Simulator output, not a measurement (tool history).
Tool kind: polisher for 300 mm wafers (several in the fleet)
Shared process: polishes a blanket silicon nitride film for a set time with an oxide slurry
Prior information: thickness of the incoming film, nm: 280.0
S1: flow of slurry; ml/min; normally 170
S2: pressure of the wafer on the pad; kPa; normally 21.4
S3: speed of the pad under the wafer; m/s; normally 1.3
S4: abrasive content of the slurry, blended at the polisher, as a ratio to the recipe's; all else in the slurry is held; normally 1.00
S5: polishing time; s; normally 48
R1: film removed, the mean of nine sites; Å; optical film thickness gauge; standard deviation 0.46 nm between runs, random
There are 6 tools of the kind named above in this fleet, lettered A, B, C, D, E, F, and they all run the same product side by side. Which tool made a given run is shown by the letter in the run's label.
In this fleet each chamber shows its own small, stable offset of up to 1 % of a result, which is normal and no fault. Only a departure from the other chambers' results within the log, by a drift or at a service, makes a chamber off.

-- hour=5.4 chamber A: conditioning disc replaced and pad reconditioned
run 1B hour=7.4 | S1=170 S2=21.4 S3=1.3 S4=1.00 S5=48 | R1=333.41
run 2A hour=14.6 | S1=170 S2=21.4 S3=1.3 S4=1.00 S5=48 | R1=332.63
-- hour=15.9 chamber A: worn pad replaced by a new one
run 3C hour=22.5 | S1=170 S2=21.4 S3=1.3 S4=1.00 S5=48 | R1=334.35
-- hour=28.0 chamber C: worn pad replaced by a new one
run 4D hour=29.4 | S1=170 S2=21.4 S3=1.3 S4=1.00 S5=48 | R1=334.86
-- hour=29.6 chamber F: worn pad replaced by a new one
-- hour=33.7 chamber E: worn pad replaced by a new one
run 5E hour=35.0 | S1=170 S2=21.4 S3=1.3 S4=1.00 S5=48 | R1=332.70
-- hour=38.0 chamber D: worn pad replaced by a new one
run 6F hour=40.5 | S1=170 S2=21.4 S3=1.3 S4=1.00 S5=48 | R1=330.28
-- hour=43.1 chamber C: slurry nozzle cleaned
run 7B hour=45.9 | S1=170 S2=21.4 S3=1.3 S4=1.00 S5=48 | R1=327.48
-- hour=49.0 chamber B: worn pad replaced by a new one
run 8E hour=52.0 | S1=170 S2=21.4 S3=1.3 S4=1.00 S5=48 | R1=328.82
-- hour=55.7 chamber B: head pressure recalibrated
run 9D hour=57.5 | S1=170 S2=21.4 S3=1.3 S4=1.00 S5=48 | R1=331.50
-- hour=57.6 chamber A: worn pad replaced by a new one
run 10A hour=63.0 | S1=170 S2=21.4 S3=1.3 S4=1.00 S5=48 | R1=334.34
-- hour=66.2 chamber E: slurry nozzle cleaned
run 11C hour=66.9 | S1=170 S2=21.4 S3=1.3 S4=1.00 S5=48 | R1=336.60
-- hour=68.5 chamber D: slurry blender recalibrated
run 12F hour=73.9 | S1=170 S2=21.4 S3=1.3 S4=1.00 S5=48 | R1=325.88
-- hour=79.0 chamber F: worn pad replaced by a new one
run 13B hour=80.0 | S1=170 S2=21.4 S3=1.3 S4=1.00 S5=48 | R1=327.95
run 14C hour=84.9 | S1=170 S2=21.4 S3=1.3 S4=1.00 S5=48 | R1=328.98
-- hour=88.2 chamber C: worn pad replaced by a new one
run 15A hour=91.4 | S1=170 S2=21.4 S3=1.3 S4=1.00 S5=48 | R1=330.66
-- hour=94.5 chamber E: conditioning disc replaced and pad reconditioned
run 16E hour=97.7 | S1=170 S2=21.4 S3=1.3 S4=1.00 S5=48 | R1=335.75
-- hour=100.2 chamber B: slurry nozzle cleaned
run 17F hour=102.5 | S1=170 S2=21.4 S3=1.3 S4=1.00 S5=48 | R1=336.55
-- hour=102.6 chamber E: worn pad replaced by a new one
-- hour=104.0 chamber A: worn pad replaced by a new one
run 18D hour=107.3 | S1=170 S2=21.4 S3=1.3 S4=1.00 S5=48 | R1=340.94
-- hour=108.3 chamber C: slurry blender recalibrated
run 19C hour=114.3 | S1=170 S2=21.4 S3=1.3 S4=1.00 S5=48 | R1=334.78
-- hour=115.6 chamber D: worn pad replaced by a new one
run 20F hour=117.7 | S1=170 S2=27.6 S3=1.3 S4=1.00 S5=48 | R1=429.12
-- hour=119.7 chamber D: slurry nozzle cleaned
run 21D hour=123.1 | S1=170 S2=27.6 S3=1.3 S4=1.00 S5=48 | R1=437.78
-- hour=125.2 chamber B: worn pad replaced by a new one
run 22A hour=127.7 | S1=170 S2=27.6 S3=1.3 S4=1.00 S5=48 | R1=417.15
run 23B hour=133.9 | S1=170 S2=27.6 S3=1.3 S4=1.00 S5=48 | R1=435.51
-- hour=134.8 chamber D: head pressure recalibrated
run 24E hour=141.6 | S1=170 S2=27.6 S3=1.3 S4=1.00 S5=48 | R1=432.21
-- hour=144.1 chamber F: worn pad replaced by a new one
-- hour=145.1 chamber C: worn pad replaced by a new one
run 25B hour=146.4 | S1=170 S2=27.6 S3=1.3 S4=1.00 S5=48 | R1=429.42
-- hour=146.6 chamber A: worn pad replaced by a new one
-- hour=148.1 chamber E: slurry blender recalibrated
-- hour=150.2 chamber A: slurry nozzle cleaned
run 26E hour=151.6 | S1=170 S2=21.4 S3=1.3 S4=1.00 S5=48 | R1=326.33
-- hour=152.2 chamber B: conditioning disc replaced and pad reconditioned
-- hour=152.3 chamber F: slurry blender recalibrated
run 27C hour=156.8 | S1=170 S2=21.4 S3=1.3 S4=1.00 S5=48 | R1=325.19
run 28A hour=162.4 | S1=170 S2=21.4 S3=1.3 S4=1.00 S5=48 | R1=324.46
-- hour=163.5 chamber C: head pressure recalibrated
run 29D hour=166.2 | S1=170 S2=21.4 S3=1.3 S4=1.00 S5=48 | R1=331.92
run 30F hour=173.8 | S1=170 S2=21.4 S3=1.3 S4=1.00 S5=48 | R1=337.44
-- hour=176.8 chamber E: worn pad replaced by a new one
run 31A hour=179.2 | S1=170 S2=21.4 S3=1.3 S4=1.00 S5=48 | R1=330.64
run 32F hour=185.0 | S1=170 S2=21.4 S3=1.3 S4=1.00 S5=48 | R1=331.33
-- hour=187.8 chamber B: worn pad replaced by a new one
run 33B hour=190.3 | S1=115 S2=21.4 S3=1.3 S4=1.15 S5=48 | R1=333.19
-- hour=197.3 chamber A: worn pad replaced by a new one
run 34C hour=198.2 | S1=115 S2=21.4 S3=1.3 S4=1.15 S5=48 | R1=327.98
-- hour=200.5 chamber D: conditioning disc replaced and pad reconditioned
-- hour=202.8 chamber D: worn pad replaced by a new one
run 35E hour=205.6 | S1=115 S2=21.4 S3=1.3 S4=1.15 S5=48 | R1=327.17
run 36D hour=209.7 | S1=115 S2=21.4 S3=1.3 S4=1.15 S5=48 | R1=329.91
run 37D hour=216.9 | S1=115 S2=21.4 S3=1.3 S4=1.15 S5=48 | R1=326.67
run 38A hour=220.8 | S1=115 S2=21.4 S3=1.3 S4=1.15 S5=48 | R1=328.42
run 39E hour=225.8 | S1=170 S2=21.4 S3=1.3 S4=1.00 S5=48 | R1=335.71
run 40B hour=232.9 | S1=170 S2=21.4 S3=1.3 S4=1.00 S5=48 | R1=332.08

Which is it: a chamber that has drifted or been left off by a service, a gauge drift common to all chambers, or only each chamber's usual small offset? If a chamber is off, name it and its likeliest cause.

All chambers stay in line apart from their small fixed offsets, and the gauge does not drift.
